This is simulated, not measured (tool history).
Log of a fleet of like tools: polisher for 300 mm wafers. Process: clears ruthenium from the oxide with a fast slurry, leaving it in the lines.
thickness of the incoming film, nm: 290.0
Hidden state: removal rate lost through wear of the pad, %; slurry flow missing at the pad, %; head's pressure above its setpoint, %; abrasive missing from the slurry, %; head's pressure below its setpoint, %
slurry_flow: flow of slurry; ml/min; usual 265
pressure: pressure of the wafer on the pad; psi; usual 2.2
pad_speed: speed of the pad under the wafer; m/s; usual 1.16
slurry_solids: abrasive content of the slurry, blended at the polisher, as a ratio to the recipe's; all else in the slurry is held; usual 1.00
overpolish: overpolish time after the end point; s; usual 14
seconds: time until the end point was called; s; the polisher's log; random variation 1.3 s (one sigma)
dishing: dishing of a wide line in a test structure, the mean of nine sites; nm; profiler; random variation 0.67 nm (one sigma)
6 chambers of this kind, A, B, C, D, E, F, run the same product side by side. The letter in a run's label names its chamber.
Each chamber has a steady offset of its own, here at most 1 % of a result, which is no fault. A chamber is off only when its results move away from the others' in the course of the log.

run,day,slurry_flow,pressure,pad_speed,slurry_solids,overpolish,wafers polished on this pad,hours since the slurry nozzle was cleaned,hours since the head pressure was calibrated,hours since the slurry blender was calibrated,seconds,dishing
# day 0.062: chamber A: slurry blender recalibrated
1D,0.450,265,2.2,1.16,1.00,14,115,383.2,179.8,56.4,78.608,41.014
# day 0.717: chamber F: worn pad replaced by a new one
2F,1.062,265,2.2,1.16,1.00,14,74,242.2,475.6,71.3,80.812,41.351
3B,1.458,265,2.2,1.16,1.00,14,855,563.7,212.5,38.0,79.683,39.837
# day 1.508: chamber B: worn pad replaced by a new one
4C,1.992,265,2.2,1.16,1.00,14,1205,309.9,1432.5,176.7,79.012,40.934
5E,2.525,265,2.2,1.16,1.00,14,789,289.6,623.0,327.4,77.865,41.345
# day 2.771: chamber D: slurry nozzle cleaned
# day 2.833: chamber C: worn pad replaced by a new one
6A,2.933,265,2.2,1.16,1.00,14,752,111.7,115.4,69.0,79.298,40.690
# day 2.950: chamber E: slurry nozzle cleaned
# day 2.954: chamber E: worn pad replaced by a new one
# day 3.429: chamber A: worn pad replaced by a new one
7B,3.442,265,2.2,0.96,1.00,18,415,611.3,260.1,85.6,96.772,42.875
# day 3.958: chamber E: slurry blender recalibrated
8C,4.075,265,2.2,0.96,1.00,18,266,359.9,1482.5,226.7,93.039,44.014
# day 4.088: chamber B: slurry nozzle cleaned
# day 4.138: chamber D: worn pad replaced by a new one
# day 4.183: chamber C: slurry nozzle cleaned
9F,4.467,265,2.2,0.96,1.00,18,804,323.9,557.3,153.0,94.375,43.253
# day 4.788: chamber F: worn pad replaced by a new one
10D,4.800,265,2.2,0.96,1.00,18,142,48.8,284.2,160.8,96.389,42.854
11E,5.475,265,2.2,0.96,1.00,18,541,60.7,693.8,36.4,96.140,43.594
# day 5.525: chamber B: worn pad replaced by a new one
12A,5.892,265,2.2,0.96,1.00,18,529,182.7,186.4,140.0,92.066,42.551
13F,6.429,265,2.2,1.16,1.00,14,352,371.0,604.4,200.1,81.306,39.482
# day 6.846: chamber D: slurry blender recalibrated
14E,6.904,265,2.2,1.16,1.00,14,848,95.0,728.1,70.7,79.740,39.446
# day 7.308: chamber E: worn pad replaced by a new one
# day 7.317: chamber C: head pressure recalibrated
15A,7.358,265,2.2,1.16,1.00,14,844,217.9,221.6,175.2,77.997,41.359
# day 7.392: chamber C: slurry blender recalibrated
# day 7.867: chamber A: worn pad replaced by a new one
16D,7.946,265,2.2,1.16,1.00,14,817,124.3,359.7,26.4,80.304,40.660
# day 7.996: chamber A: slurry blender recalibrated
# day 8.021: chamber D: worn pad replaced by a new one
# day 8.421: chamber B: head pressure recalibrated
17C,8.617,265,2.2,1.16,1.00,14,1241,106.5,31.3,29.4,78.056,41.332
# day 8.842: chamber C: worn pad replaced by a new one
18B,9.133,265,2.2,1.16,1.00,14,775,121.2,17.2,222.2,77.741,40.268
# day 9.217: chamber F: worn pad replaced by a new one
# day 9.533: chamber E: head pressure recalibrated
19B,9.783,265,2.2,0.82,1.15,14,914,136.8,32.8,237.8,105.090,31.354
# day 10.083: chamber B: worn pad replaced by a new one
# day 10.146: chamber A: slurry nozzle cleaned
20E,10.308,265,2.2,0.82,1.15,14,644,176.7,18.7,152.4,103.400,31.920
21A,10.696,265,2.2,0.82,1.15,14,607,13.2,301.7,64.8,104.560,32.036
22C,11.350,265,2.2,0.82,1.15,14,538,172.1,96.9,95.0,106.400,31.615
# day 11.483: chamber A: head pressure recalibrated
# day 11.629: chamber E: worn pad replaced by a new one
# day 11.738: chamber F: slurry nozzle cleaned
23D,11.879,265,2.2,0.82,1.15,14,828,218.7,454.1,120.8,107.000,31.323
# day 12.112: chamber D: worn pad replaced by a new one
# day 12.371: chamber A: worn pad replaced by a new one
24F,12.454,265,2.2,0.82,1.15,14,695,17.2,749.0,344.7,114.210,30.969
25A,12.933,265,2.2,1.16,1.00,14,120,66.9,34.8,118.5,77.169,40.536
# day 13.025: chamber F: worn pad replaced by a new one
26F,13.296,265,2.2,1.16,1.00,14,58,37.4,769.2,364.9,84.982,39.273
# day 13.821: chamber B: slurry blender recalibrated
27D,13.921,265,2.2,1.16,1.00,14,388,267.7,503.1,169.8,79.838,41.288
# day 13.929: chamber E: slurry nozzle cleaned
# day 14.112: chamber C: worn pad replaced by a new one
# day 14.288: chamber B: worn pad replaced by a new one
28C,14.400,265,2.2,1.16,1.00,14,61,245.3,170.1,168.2,77.263,40.552
# day 14.829: chamber A: slurry blender recalibrated
29B,14.958,265,2.2,1.16,1.00,14,144,261.0,157.0,27.4,78.850,40.275
# day 15.046: chamber D: slurry blender recalibrated
# day 15.296: chamber E: worn pad replaced by a new one
30E,15.392,265,2.2,1.16,1.00,14,20,35.1,140.7,274.4,79.412,40.704
31C,15.704,265,2.2,1.16,1.00,14,341,276.6,201.4,199.5,79.199,39.535
32B,16.396,265,2.2,1.16,1.00,14,452,295.5,191.5,61.9,80.976,40.830
# day 16.475: chamber F: worn pad replaced by a new one
# day 16.525: chamber D: worn pad replaced by a new one
33A,17.025,265,2.2,1.16,1.00,14,999,165.1,133.0,52.7,78.113,40.068
# day 17.254: chamber D: slurry nozzle cleaned
34E,17.458,265,2.2,1.16,1.00,14,464,84.7,190.3,324.0,80.592,40.117
35D,17.967,265,2.2,1.16,1.00,14,309,17.1,600.2,70.2,82.200,41.332
36F,18.421,265,2.2,1.16,1.00,14,417,160.4,892.2,487.9,87.241,37.286
# day 18.425: chamber B: worn pad replaced by a new one
37C,18.946,265,2.2,1.16,1.00,14,1037,354.4,279.2,277.3,77.506,40.853
38E,19.325,265,1.5,1.16,1.00,17,864,129.5,235.1,368.8,115.950,34.109
39B,19.912,265,1.5,1.16,1.00,17,319,379.9,275.9,146.3,115.510,33.703

All 6 chambers run these settings next. Forecast each chamber's results:
40A,20.412,265,2.2,1.16,1.00,14,,,,,?,?
40B,20.412,265,2.2,1.16,1.00,14,,,,,?,?
40C,20.412,265,2.2,1.16,1.00,14,,,,,?,?
40D,20.412,265,2.2,1.16,1.00,14,,,,,?,?
40E,20.412,265,2.2,1.16,1.00,14,,,,,?,?
40F,20.412,265,2.2,1.16,1.00,14,,,,,?,?

run,seconds,dishing
40A,78.989,41.107
40B,79.178,39.919
40C,77.441,41.166
40D,77.989,40.514
40E,79.466,41.129
40F,94.662,35.213
